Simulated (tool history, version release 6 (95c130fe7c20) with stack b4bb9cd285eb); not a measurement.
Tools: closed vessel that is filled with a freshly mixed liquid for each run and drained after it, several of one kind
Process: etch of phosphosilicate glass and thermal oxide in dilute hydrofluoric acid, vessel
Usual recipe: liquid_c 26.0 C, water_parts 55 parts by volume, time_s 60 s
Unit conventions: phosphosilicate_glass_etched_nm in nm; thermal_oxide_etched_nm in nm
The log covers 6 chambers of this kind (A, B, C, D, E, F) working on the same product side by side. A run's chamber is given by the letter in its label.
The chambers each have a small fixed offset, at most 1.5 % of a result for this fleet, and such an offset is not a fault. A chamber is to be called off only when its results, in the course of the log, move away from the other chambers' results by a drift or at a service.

run     day  liquid_c  water_parts  time_s  hours since the thermometer was replaced  hours since the hydrofluoric acid flow meter was replaced  read-back film thickness of the phosphosilicate glass reference wafer, read on the same gauge (nm)  read-back film thickness of the thermal oxide reference wafer, read on the same gauge (nm)  phosphosilicate_glass_etched_nm  thermal_oxide_etched_nm
 1E   0.400      26.0           55      60                                    1419.9                                                      420.7                                                                                              60.006                                                                                      40.007                           234.17                   5.9141
 2D   0.971      26.0           55      60                                     275.1                                                      432.5                                                                                              59.991                                                                                      39.992                           234.71                   5.9804
 3C   1.300      26.0           55      60                                     789.2                                                      591.6                                                                                              59.999                                                                                      39.989                           232.85                   5.9030
 4F   1.754      26.0           55      60                                     515.8                                                      677.1                                                                                              59.998                                                                                      39.991                           232.96                   5.8212
      1.854  -- chamber D: hydrofluoric acid flow meter replaced
 5B   2.179      26.0           55      60                                    1715.4                                                      731.8                                                                                              60.011                                                                                      39.981                           231.59                   5.7369
 6A   2.504      26.0           55      60                                    2144.9                                                      880.0                                                                                              59.980                                                                                      40.013                           237.48                   5.8315
 7A   2.992      26.0           55      60                                    2156.6                                                      891.7                                                                                              59.997                                                                                      40.000                           235.86                   5.8919
 8F   3.421      26.0           55      60                                     555.8                                                      717.1                                                                                              59.996                                                                                      39.999                           232.99                   5.8382
 9B   3.988      26.0           55      60                                    1758.8                                                      775.2                                                                                              59.990                                                                                      40.019                           231.77                   5.8737
10C   4.375      26.0           55      60                                     863.0                                                      665.4                                                                                              60.011                                                                                      39.998                           232.22                   5.8697
11E   4.771      26.0           55      60                                    1524.8                                                      525.6                                                                                              59.984                                                                                      39.984                           235.82                   5.9010
12D   5.238      26.0           55      60                                     377.5                                                       81.2                                                                                              60.014                                                                                      40.002                           233.00                   5.8884
13C   5.717      26.0           55      60                                     895.2                                                      697.6                                                                                              59.985                                                                                      40.028                           230.68                   5.8393
      6.229  -- chamber A: thermometer replaced
14F   6.254      26.0           55      60                                     623.8                                                      785.1                                                                                              60.015                                                                                      40.008                           232.92                   5.9041
15E   6.592      26.0           55      60                                    1568.5                                                      569.3                                                                                              60.014                                                                                      40.003                           233.53                   5.8714
16A   6.888      26.0           55      60                                      15.8                                                      985.2                                                                                              60.014                                                                                      40.011                           236.30                   5.7758
17B   7.238      26.0           55      60                                    1836.8                                                      853.2                                                                                              60.012                                                                                      40.009                           232.42                   5.8597
18D   7.742      26.0           55      60                                     437.6                                                      141.3                                                                                              59.993                                                                                      39.991                           233.80                   5.8717
19E   8.400      26.0           55      60                                    1611.9                                                      612.7                                                                                              60.004                                                                                      39.977                           233.54                   5.9357
20C   9.033      26.0           55      60                                     974.8                                                      777.2                                                                                              59.994                                                                                      40.007                           232.02                   5.8318
21D   9.492      26.0           55      60                                     479.6                                                      183.3                                                                                              59.989                                                                                      40.005                           233.42                   5.8643
22A  10.025      26.0           55      60                                      91.1                                                     1060.5                                                                                              59.998                                                                                      39.976                           235.19                   5.9221
23F  10.308      26.0           55      60                                     721.1                                                      882.4                                                                                              59.974                                                                                      39.999                           234.11                   5.9157
24B  10.838      26.0           55      60                                    1923.2                                                      939.6                                                                                              59.991                                                                                      40.003                           233.99                   5.8141
25A  11.200      26.0           55      60                                     119.3                                                     1088.7                                                                                              60.001                                                                                      39.989                           237.36                   5.8788
26D  11.592      26.0           55      60                                     530.0                                                      233.7                                                                                              59.985                                                                                      40.008                           234.18                   5.8894
27B  12.071      26.0           55      60                                    1952.8                                                      969.2                                                                                              60.000                                                                                      40.026                           231.38                   5.8819
28C  12.592      28.5           85      60                                    1060.2                                                      862.6                                                                                              60.021                                                                                      40.002                           158.67                   4.0017
29F  13.004      28.5           85      60                                     785.8                                                      947.1                                                                                              59.979                                                                                      39.987                           161.42                   4.1220
30E  13.596      28.5           85      60                                    1736.6                                                      737.4                                                                                              60.023                                                                                      40.012                           160.07                   4.0275
     13.967  -- chamber B: thermometer replaced
31C  13.967      28.5           85      60                                    1093.2                                                      895.6                                                                                              59.992                                                                                      40.006                           157.50                   3.9839
32D  14.383      28.5           85      60                                     597.0                                                      300.7                                                                                              59.979                                                                                      40.004                           160.49                   4.0647
33A  14.829      28.5           85      60                                     206.4                                                     1175.8                                                                                              60.009                                                                                      39.995                           163.52                   4.0970
34E  15.175      26.0           55      60                                    1774.5                                                      775.3                                                                                              59.992                                                                                      39.998                           235.02                   5.8183
35F  15.596      26.0           55      60                                     848.0                                                     1009.3                                                                                              59.996                                                                                      39.978                           232.10                   5.9833
36B  16.071      26.0           55      60                                      50.5                                                     1065.2                                                                                              59.994                                                                                      40.009                           232.62                   5.7911
37E  16.371      26.0           55      60                                    1803.2                                                      804.0                                                                                              60.015                                                                                      40.014                           232.73                   5.9287
38F  16.704      26.0           55      60                                     874.6                                                     1035.9                                                                                              60.022                                                                                      39.974                           232.46                   5.9224
39B  17.088      27.5           55      75                                      74.9                                                     1089.6                                                                                              60.018                                                                                      39.972                           308.90                   7.9139

Does one chamber stand apart from the rest, does the shared gauge drift, or is all well apart from small per-chamber offsets? Give the chamber and the most likely cause, where there is one.

All chambers stay in line apart from their small fixed offsets, and the gauge does not drift.

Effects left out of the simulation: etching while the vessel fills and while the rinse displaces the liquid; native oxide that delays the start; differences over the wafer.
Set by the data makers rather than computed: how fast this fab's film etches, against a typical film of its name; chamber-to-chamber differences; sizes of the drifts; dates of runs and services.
